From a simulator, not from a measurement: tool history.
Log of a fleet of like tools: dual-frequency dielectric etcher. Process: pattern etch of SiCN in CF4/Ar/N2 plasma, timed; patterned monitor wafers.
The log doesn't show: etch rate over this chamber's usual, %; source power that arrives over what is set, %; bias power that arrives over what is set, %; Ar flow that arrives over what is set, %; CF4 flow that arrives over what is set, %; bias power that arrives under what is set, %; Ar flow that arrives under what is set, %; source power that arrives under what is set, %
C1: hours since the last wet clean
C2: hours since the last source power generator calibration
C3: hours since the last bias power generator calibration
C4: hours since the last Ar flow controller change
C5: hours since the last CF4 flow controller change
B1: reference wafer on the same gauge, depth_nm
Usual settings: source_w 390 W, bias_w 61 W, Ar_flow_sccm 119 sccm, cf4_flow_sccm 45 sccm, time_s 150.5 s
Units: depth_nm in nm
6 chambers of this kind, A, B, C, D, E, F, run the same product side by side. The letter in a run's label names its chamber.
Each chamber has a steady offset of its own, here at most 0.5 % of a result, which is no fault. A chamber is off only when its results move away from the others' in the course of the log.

run 1F day=0.608 | source_w=390 bias_w=61 Ar_flow_sccm=119 cf4_flow_sccm=45 time_s=150.5 | C1=286.3 C2=690.1 C3=1847.1 C4=1465.7 C5=4868.6 | B1=112.57 | depth_nm=97.647
run 2B day=1.121 | source_w=390 bias_w=61 Ar_flow_sccm=119 cf4_flow_sccm=45 time_s=150.5 | C1=275.2 C2=3721.0 C3=2011.1 C4=3772.7 C5=1520.8 | B1=112.49 | depth_nm=97.057
-- day=1.221 chamber C: bias power generator calibrated
-- day=1.258 chamber F: CF4 flow controller replaced
run 3C day=1.638 | source_w=390 bias_w=61 Ar_flow_sccm=119 cf4_flow_sccm=45 time_s=150.5 | C1=88.4 C2=466.7 C3=10.0 C4=1338.2 C5=2160.2 | B1=112.50 | depth_nm=97.504
run 4D day=2.133 | source_w=390 bias_w=61 Ar_flow_sccm=119 cf4_flow_sccm=45 time_s=150.5 | C1=466.1 C2=2279.2 C3=637.8 C4=4512.7 C5=1213.2 | B1=112.49 | depth_nm=97.859
run 5E day=2.708 | source_w=390 bias_w=61 Ar_flow_sccm=119 cf4_flow_sccm=45 time_s=150.5 | C1=206.8 C2=5007.2 C3=575.8 C4=1586.6 C5=2042.2 | B1=112.43 | depth_nm=97.723
-- day=2.771 chamber E: source power generator calibrated
run 6A day=3.146 | source_w=340 bias_w=61 Ar_flow_sccm=119 cf4_flow_sccm=45 time_s=150.5 | C1=169.3 C2=2551.3 C3=4804.1 C4=960.1 C5=2079.5 | B1=112.43 | depth_nm=86.330
run 7D day=3.708 | source_w=340 bias_w=61 Ar_flow_sccm=119 cf4_flow_sccm=45 time_s=150.5 | C1=503.9 C2=2317.0 C3=675.6 C4=4550.5 C5=1251.0 | B1=112.47 | depth_nm=86.265
run 8F day=4.012 | source_w=340 bias_w=61 Ar_flow_sccm=119 cf4_flow_sccm=45 time_s=150.5 | C1=368.0 C2=771.8 C3=1928.8 C4=1547.4 C5=66.2 | B1=112.48 | depth_nm=86.367
run 9B day=4.321 | source_w=340 bias_w=61 Ar_flow_sccm=119 cf4_flow_sccm=45 time_s=150.5 | C1=352.0 C2=3797.8 C3=2087.9 C4=3849.5 C5=1597.6 | B1=112.49 | depth_nm=86.566
run 10C day=4.875 | source_w=340 bias_w=61 Ar_flow_sccm=119 cf4_flow_sccm=45 time_s=150.5 | C1=166.1 C2=544.4 C3=87.7 C4=1415.9 C5=2237.9 | B1=112.50 | depth_nm=86.201
-- day=4.921 chamber D: wet clean of the chamber
run 11E day=5.208 | source_w=340 bias_w=61 Ar_flow_sccm=119 cf4_flow_sccm=45 time_s=150.5 | C1=266.8 C2=58.5 C3=635.8 C4=1646.6 C5=2102.2 | B1=112.50 | depth_nm=86.583
run 12A day=5.592 | source_w=390 bias_w=61 Ar_flow_sccm=119 cf4_flow_sccm=45 time_s=150.5 | C1=228.0 C2=2610.0 C3=4862.8 C4=1018.8 C5=2138.2 | B1=112.44 | depth_nm=96.706
run 13C day=6.004 | source_w=390 bias_w=61 Ar_flow_sccm=119 cf4_flow_sccm=45 time_s=150.5 | C1=193.2 C2=571.5 C3=114.8 C4=1443.0 C5=2265.0 | B1=112.45 | depth_nm=97.251
run 14F day=6.588 | source_w=390 bias_w=61 Ar_flow_sccm=119 cf4_flow_sccm=45 time_s=150.5 | C1=429.8 C2=833.6 C3=1990.6 C4=1609.2 C5=128.0 | B1=112.50 | depth_nm=97.683
run 15B day=6.921 | source_w=390 bias_w=61 Ar_flow_sccm=119 cf4_flow_sccm=45 time_s=150.5 | C1=414.4 C2=3860.2 C3=2150.3 C4=3911.9 C5=1660.0 | B1=112.55 | depth_nm=97.411
run 16A day=7.317 | source_w=390 bias_w=61 Ar_flow_sccm=119 cf4_flow_sccm=45 time_s=150.5 | C1=269.4 C2=2651.4 C3=4904.2 C4=1060.2 C5=2179.6 | B1=112.55 | depth_nm=97.535
run 17E day=7.850 | source_w=390 bias_w=61 Ar_flow_sccm=119 cf4_flow_sccm=45 time_s=150.5 | C1=330.2 C2=121.9 C3=699.2 C4=1710.0 C5=2165.6 | B1=112.52 | depth_nm=98.175
-- day=8.400 chamber D: source power generator calibrated
run 18D day=8.417 | source_w=390 bias_w=61 Ar_flow_sccm=119 cf4_flow_sccm=45 time_s=150.5 | C1=84.0 C2=0.5 C3=788.6 C4=4663.5 C5=1364.0 | B1=112.54 | depth_nm=97.523
-- day=8.908 chamber F: wet clean of the chamber
run 19D day=8.933 | source_w=390 bias_w=61 Ar_flow_sccm=119 cf4_flow_sccm=45 time_s=150.5 | C1=96.4 C2=12.9 C3=801.0 C4=4675.9 C5=1376.4 | B1=112.42 | depth_nm=97.395
run 20C day=9.400 | source_w=390 bias_w=61 Ar_flow_sccm=119 cf4_flow_sccm=45 time_s=150.5 | C1=274.7 C2=653.0 C3=196.3 C4=1524.5 C5=2346.5 | B1=112.45 | depth_nm=97.526
run 21A day=9.846 | source_w=390 bias_w=61 Ar_flow_sccm=119 cf4_flow_sccm=45 time_s=150.5 | C1=330.1 C2=2712.1 C3=4964.9 C4=1120.9 C5=2240.3 | B1=112.56 | depth_nm=97.379
run 22E day=10.229 | source_w=390 bias_w=61 Ar_flow_sccm=119 cf4_flow_sccm=45 time_s=150.5 | C1=387.3 C2=179.0 C3=756.3 C4=1767.1 C5=2222.7 | B1=112.44 | depth_nm=97.484
run 23B day=10.588 | source_w=390 bias_w=61 Ar_flow_sccm=119 cf4_flow_sccm=45 time_s=150.5 | C1=502.4 C2=3948.2 C3=2238.3 C4=3999.9 C5=1748.0 | B1=112.55 | depth_nm=97.460
-- day=10.817 chamber A: wet clean of the chamber
run 24F day=11.004 | source_w=390 bias_w=61 Ar_flow_sccm=119 cf4_flow_sccm=45 time_s=150.5 | C1=50.3 C2=939.6 C3=2096.6 C4=1715.2 C5=234.0 | B1=112.49 | depth_nm=100.790
run 25B day=11.392 | source_w=460 bias_w=61 Ar_flow_sccm=119 cf4_flow_sccm=45 time_s=192.0 | C1=521.7 C2=3967.5 C3=2257.6 C4=4019.2 C5=1767.3 | B1=112.54 | depth_nm=144.180
run 26A day=11.738 | source_w=460 bias_w=61 Ar_flow_sccm=119 cf4_flow_sccm=45 time_s=192.0 | C1=22.2 C2=2757.5 C3=5010.3 C4=1166.3 C5=2285.7 | B1=112.52 | depth_nm=142.560
run 27F day=12.050 | source_w=460 bias_w=61 Ar_flow_sccm=119 cf4_flow_sccm=45 time_s=192.0 | C1=75.4 C2=964.7 C3=2121.7 C4=1740.3 C5=259.1 | B1=112.47 | depth_nm=148.470
run 28C day=12.642 | source_w=460 bias_w=61 Ar_flow_sccm=119 cf4_flow_sccm=45 time_s=192.0 | C1=352.5 C2=730.8 C3=274.1 C4=1602.3 C5=2424.3 | B1=112.48 | depth_nm=143.010
run 29D day=13.096 | source_w=460 bias_w=61 Ar_flow_sccm=119 cf4_flow_sccm=45 time_s=192.0 | C1=196.3 C2=112.8 C3=900.9 C4=4775.8 C5=1476.3 | B1=112.54 | depth_nm=143.950
run 30E day=13.383 | source_w=460 bias_w=61 Ar_flow_sccm=119 cf4_flow_sccm=45 time_s=192.0 | C1=463.0 C2=254.7 C3=832.0 C4=1842.8 C5=2298.4 | B1=112.40 | depth_nm=144.070
-- day=13.633 chamber B: wet clean of the chamber
run 31E day=13.650 | source_w=390 bias_w=61 Ar_flow_sccm=119 cf4_flow_sccm=45 time_s=150.5 | C1=469.4 C2=261.1 C3=838.4 C4=1849.2 C5=2304.8 | B1=112.46 | depth_nm=97.291
run 32B day=14.050 | source_w=390 bias_w=61 Ar_flow_sccm=119 cf4_flow_sccm=45 time_s=150.5 | C1=10.1 C2=4031.3 C3=2321.4 C4=4083.0 C5=1831.1 | B1=112.54 | depth_nm=97.801
run 33A day=14.400 | source_w=390 bias_w=61 Ar_flow_sccm=94 cf4_flow_sccm=45 time_s=124.0 | C1=86.1 C2=2821.4 C3=5074.2 C4=1230.2 C5=2349.6 | B1=112.56 | depth_nm=83.426
run 34D day=14.721 | source_w=390 bias_w=61 Ar_flow_sccm=94 cf4_flow_sccm=45 time_s=124.0 | C1=235.3 C2=151.8 C3=939.9 C4=4814.8 C5=1515.3 | B1=112.51 | depth_nm=83.764
run 35F day=15.288 | source_w=390 bias_w=61 Ar_flow_sccm=94 cf4_flow_sccm=45 time_s=124.0 | C1=153.1 C2=1042.4 C3=2199.4 C4=1818.0 C5=336.8 | B1=112.53 | depth_nm=85.857
-- day=15.642 chamber D: Ar flow controller replaced
run 36C day=15.846 | source_w=390 bias_w=61 Ar_flow_sccm=94 cf4_flow_sccm=45 time_s=124.0 | C1=429.4 C2=807.7 C3=351.0 C4=1679.2 C5=2501.2 | B1=112.56 | depth_nm=83.391
-- day=16.204 chamber C: wet clean of the chamber
run 37A day=16.300 | source_w=390 bias_w=61 Ar_flow_sccm=94 cf4_flow_sccm=45 time_s=124.0 | C1=131.7 C2=2867.0 C3=5119.8 C4=1275.8 C5=2395.2 | B1=112.54 | depth_nm=83.238
run 38D day=16.667 | source_w=390 bias_w=61 Ar_flow_sccm=94 cf4_flow_sccm=45 time_s=124.0 | C1=282.0 C2=198.5 C3=986.6 C4=24.7 C5=1562.0 | B1=112.49 | depth_nm=83.683
run 39C day=17.200 | source_w=390 bias_w=61 Ar_flow_sccm=119 cf4_flow_sccm=54 time_s=150.5 | C1=24.0 C2=840.2 C3=383.5 C4=1711.7 C5=2533.7 | B1=112.55 | depth_nm=99.960
run 40F day=17.479 | source_w=390 bias_w=61 Ar_flow_sccm=119 cf4_flow_sccm=54 time_s=150.5 | C1=205.7 C2=1095.0 C3=2252.0 C4=1870.6 C5=389.4 | B1=112.48 | depth_nm=103.410

Is one chamber off against the others, does the gauge drift, or is nothing wrong? If a chamber is off, say which, and what the likeliest cause is.

A service left chamber F off against the others.
Cause: etch rate over this chamber's usual, % = 3.6.

Here are 4 candidates for chamber F's next run, each the usual settings with a change, their results left as question marks. Which one brings its results back in line with what the others give on the usual settings?
In line means no further than this from the other chambers' mean on the usual settings: depth_nm 1.000 nm
run 41F-1 day=17.917 | source_w=390 bias_w=61 Ar_flow_sccm=119 cf4_flow_sccm=45 time_s=152.5 | depth_nm=?
run 41F-2 day=17.917 | source_w=390 bias_w=61 Ar_flow_sccm=119 cf4_flow_sccm=45 time_s=155.5 | depth_nm=?
run 41F-3 day=17.917 | source_w=390 bias_w=61 Ar_flow_sccm=119 cf4_flow_sccm=45 time_s=148.0 | depth_nm=?
run 41F-4 day=17.917 | source_w=390 bias_w=57 Ar_flow_sccm=123 cf4_flow_sccm=45 time_s=150.5 | depth_nm=?

The other chambers' mean on the usual settings: depth_nm 97.415 nm
run=41F-1 depth_nm=102.250
run=41F-2 depth_nm=104.260
run=41F-3 depth_nm=99.234
run=41F-4 depth_nm=97.770
41F-4 brings the chamber back in line.
